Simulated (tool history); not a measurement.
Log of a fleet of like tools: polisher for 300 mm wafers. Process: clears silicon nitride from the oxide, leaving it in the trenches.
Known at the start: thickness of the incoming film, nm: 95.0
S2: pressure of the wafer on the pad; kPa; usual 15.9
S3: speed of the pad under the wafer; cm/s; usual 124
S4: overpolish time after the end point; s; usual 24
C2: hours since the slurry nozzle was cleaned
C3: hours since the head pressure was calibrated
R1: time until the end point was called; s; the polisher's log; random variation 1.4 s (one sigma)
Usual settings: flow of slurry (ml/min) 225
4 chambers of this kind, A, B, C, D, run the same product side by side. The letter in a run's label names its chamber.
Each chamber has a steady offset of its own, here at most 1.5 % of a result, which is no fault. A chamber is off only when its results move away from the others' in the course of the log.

run 1C hour=4.8 | flow_of_slurry_(ml/min)=225 S2=15.9 S3=124 S4=24 | wafers_polished_on_this_pad=376 C2=266.2 C3=523.9 | R1=104.030
run 2D hour=11.0 | flow_of_slurry_(ml/min)=225 S2=15.9 S3=124 S4=24 | wafers_polished_on_this_pad=1283 C2=448.7 C3=193.6 | R1=104.750
-- hour=11.3 chamber B: worn pad replaced by a new one
run 3A hour=15.3 | flow_of_slurry_(ml/min)=225 S2=15.9 S3=124 S4=24 | wafers_polished_on_this_pad=939 C2=244.1 C3=306.2 | R1=101.690
run 4B hour=22.4 | flow_of_slurry_(ml/min)=225 S2=15.9 S3=124 S4=24 | wafers_polished_on_this_pad=56 C2=175.8 C3=658.9 | R1=102.110
run 5A hour=26.8 | flow_of_slurry_(ml/min)=225 S2=15.9 S3=124 S4=24 | wafers_polished_on_this_pad=998 C2=255.6 C3=317.7 | R1=101.840
-- hour=30.5 chamber A: worn pad replaced by a new one
run 6B hour=33.4 | flow_of_slurry_(ml/min)=225 S2=15.9 S3=124 S4=24 | wafers_polished_on_this_pad=112 C2=186.8 C3=669.9 | R1=100.700
run 7C hour=39.9 | flow_of_slurry_(ml/min)=225 S2=15.9 S3=124 S4=24 | wafers_polished_on_this_pad=555 C2=301.3 C3=559.0 | R1=103.880
run 8D hour=44.8 | flow_of_slurry_(ml/min)=225 S2=15.9 S3=124 S4=24 | wafers_polished_on_this_pad=1455 C2=482.5 C3=227.4 | R1=102.100
-- hour=46.8 chamber D: worn pad replaced by a new one
-- hour=50.6 chamber C: slurry nozzle cleaned
run 9C hour=50.7 | flow_of_slurry_(ml/min)=225 S2=15.9 S3=124 S4=24 | wafers_polished_on_this_pad=609 C2=0.1 C3=569.8 | R1=102.260
-- hour=51.3 chamber C: head pressure recalibrated
run 10D hour=54.7 | flow_of_slurry_(ml/min)=225 S2=15.9 S3=140 S4=11 | wafers_polished_on_this_pad=40 C2=492.4 C3=237.3 | R1=90.823
run 11B hour=59.1 | flow_of_slurry_(ml/min)=225 S2=15.9 S3=140 S4=11 | wafers_polished_on_this_pad=243 C2=212.5 C3=695.6 | R1=91.286
run 12A hour=62.8 | flow_of_slurry_(ml/min)=225 S2=15.9 S3=140 S4=11 | wafers_polished_on_this_pad=164 C2=291.6 C3=353.7 | R1=90.630
run 13C hour=69.8 | flow_of_slurry_(ml/min)=225 S2=15.9 S3=140 S4=11 | wafers_polished_on_this_pad=707 C2=19.2 C3=18.6 | R1=91.846
run 14A hour=77.4 | flow_of_slurry_(ml/min)=225 S2=15.9 S3=124 S4=24 | wafers_polished_on_this_pad=238 C2=306.2 C3=368.3 | R1=101.550
run 15D hour=82.7 | flow_of_slurry_(ml/min)=225 S2=15.9 S3=124 S4=24 | wafers_polished_on_this_pad=183 C2=520.4 C3=265.3 | R1=101.330
run 16B hour=87.5 | flow_of_slurry_(ml/min)=225 S2=15.9 S3=124 S4=24 | wafers_polished_on_this_pad=388 C2=240.9 C3=724.0 | R1=101.080
run 17C hour=92.9 | flow_of_slurry_(ml/min)=225 S2=15.9 S3=124 S4=24 | wafers_polished_on_this_pad=824 C2=42.3 C3=41.7 | R1=101.990
-- hour=98.6 chamber A: slurry nozzle cleaned
-- hour=99.0 chamber C: worn pad replaced by a new one
run 18D hour=100.6 | flow_of_slurry_(ml/min)=225 S2=15.9 S3=124 S4=24 | wafers_polished_on_this_pad=274 C2=538.3 C3=283.2 | R1=103.120
run 19B hour=104.9 | flow_of_slurry_(ml/min)=225 S2=15.9 S3=124 S4=24 | wafers_polished_on_this_pad=476 C2=258.3 C3=741.4 | R1=101.740
run 20A hour=109.8 | flow_of_slurry_(ml/min)=225 S2=15.9 S3=124 S4=24 | wafers_polished_on_this_pad=403 C2=11.2 C3=400.7 | R1=101.890
run 21D hour=116.5 | flow_of_slurry_(ml/min)=225 S2=15.9 S3=124 S4=24 | wafers_polished_on_this_pad=355 C2=554.2 C3=299.1 | R1=102.160
run 22B hour=122.9 | flow_of_slurry_(ml/min)=225 S2=15.9 S3=124 S4=24 | wafers_polished_on_this_pad=568 C2=276.3 C3=759.4 | R1=103.340
run 23A hour=130.9 | flow_of_slurry_(ml/min)=225 S2=15.9 S3=124 S4=24 | wafers_polished_on_this_pad=511 C2=32.3 C3=421.8 | R1=102.520
run 24C hour=138.1 | flow_of_slurry_(ml/min)=225 S2=15.9 S3=124 S4=24 | wafers_polished_on_this_pad=199 C2=87.5 C3=86.9 | R1=104.150
run 25A hour=146.2 | flow_of_slurry_(ml/min)=225 S2=19.3 S3=124 S4=29 | wafers_polished_on_this_pad=588 C2=47.6 C3=437.1 | R1=81.799
run 26D hour=152.1 | flow_of_slurry_(ml/min)=225 S2=19.3 S3=124 S4=29 | wafers_polished_on_this_pad=536 C2=589.8 C3=334.7 | R1=83.313
run 27B hour=156.7 | flow_of_slurry_(ml/min)=225 S2=19.3 S3=124 S4=29 | wafers_polished_on_this_pad=740 C2=310.1 C3=793.2 | R1=84.298
run 28C hour=163.4 | flow_of_slurry_(ml/min)=225 S2=19.3 S3=124 S4=29 | wafers_polished_on_this_pad=327 C2=112.8 C3=112.2 | R1=83.801
run 29D hour=168.6 | flow_of_slurry_(ml/min)=225 S2=15.9 S3=124 S4=24 | wafers_polished_on_this_pad=620 C2=606.3 C3=351.2 | R1=103.300
run 30C hour=174.5 | flow_of_slurry_(ml/min)=225 S2=15.9 S3=124 S4=24 | wafers_polished_on_this_pad=384 C2=123.9 C3=123.3 | R1=100.410

All 4 chambers run these settings next. Forecast each chamber's results:
run 31A hour=180.3 | flow_of_slurry_(ml/min)=225 S2=15.9 S3=152 S4=24 | R1=?
run 31B hour=180.3 | flow_of_slurry_(ml/min)=225 S2=15.9 S3=152 S4=24 | R1=?
run 31C hour=180.3 | flow_of_slurry_(ml/min)=225 S2=15.9 S3=152 S4=24 | R1=?
run 31D hour=180.3 | flow_of_slurry_(ml/min)=225 S2=15.9 S3=152 S4=24 | R1=?

run=31A R1=84.576
run=31B R1=85.215
run=31C R1=82.094
run=31D R1=81.684

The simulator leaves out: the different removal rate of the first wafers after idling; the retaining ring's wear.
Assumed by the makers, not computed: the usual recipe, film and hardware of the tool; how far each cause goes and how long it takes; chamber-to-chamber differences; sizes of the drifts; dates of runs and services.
